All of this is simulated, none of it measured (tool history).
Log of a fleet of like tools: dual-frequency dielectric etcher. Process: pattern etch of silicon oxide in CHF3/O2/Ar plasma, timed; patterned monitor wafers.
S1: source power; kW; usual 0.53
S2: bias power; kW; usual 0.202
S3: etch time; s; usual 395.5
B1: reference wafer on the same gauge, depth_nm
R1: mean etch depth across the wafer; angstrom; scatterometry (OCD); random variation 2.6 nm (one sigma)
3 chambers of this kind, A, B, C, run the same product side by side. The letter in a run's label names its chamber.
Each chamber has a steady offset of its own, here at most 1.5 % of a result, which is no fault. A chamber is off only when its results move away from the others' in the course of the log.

run,hour,S1,S2,S3,B1,R1
1C,4.2,0.53,0.202,395.5,764.43,7736.3
2A,8.4,0.53,0.202,395.5,763.76,7866.3
3B,10.4,0.53,0.202,395.5,763.68,7824.3
4C,12.7,0.53,0.202,395.5,763.52,7691.5
5B,14.7,0.53,0.202,395.5,764.06,7855.4
6A,16.9,0.53,0.202,395.5,764.62,7881.1
7A,20.8,0.53,0.202,395.5,764.2,7813.7
8C,23,0.53,0.202,395.5,764.69,7730.4
9B,25.4,0.53,0.202,395.5,763.36,7804
10B,29.2,0.53,0.202,395.5,764.57,7807
11C,31.6,0.53,0.159,395.5,764.32,7123.9
12A,33.8,0.53,0.159,395.5,763.88,7132.1
13B,36.5,0.53,0.159,395.5,763.86,7250.7
14A,38.8,0.53,0.202,395.5,763.78,7717.6
15C,41.1,0.53,0.202,395.5,763.48,7710.2
16A,43.7,0.53,0.202,395.5,764.69,7768.2
17C,46.4,0.53,0.202,395.5,763.59,7709.1
18B,50.1,0.53,0.202,395.5,764.45,7839.3
19A,52.9,0.53,0.202,395.5,763.7,7655.4
20C,55.8,0.53,0.202,395.5,763.91,7732.3
21B,59,0.53,0.202,395.5,764.17,7775.1
# hour 62.4: chamber B: wet clean of the chamber
22B,62.6,0.53,0.202,395.5,763.95,7795.4

All 3 chambers run these settings next. Forecast each chamber's results:
23A,65.8,0.53,0.202,286,,?
23B,65.8,0.53,0.202,286,,?
23C,65.8,0.53,0.202,286,,?

run,R1
23A,5533.3
23B,5618
23C,5566.1
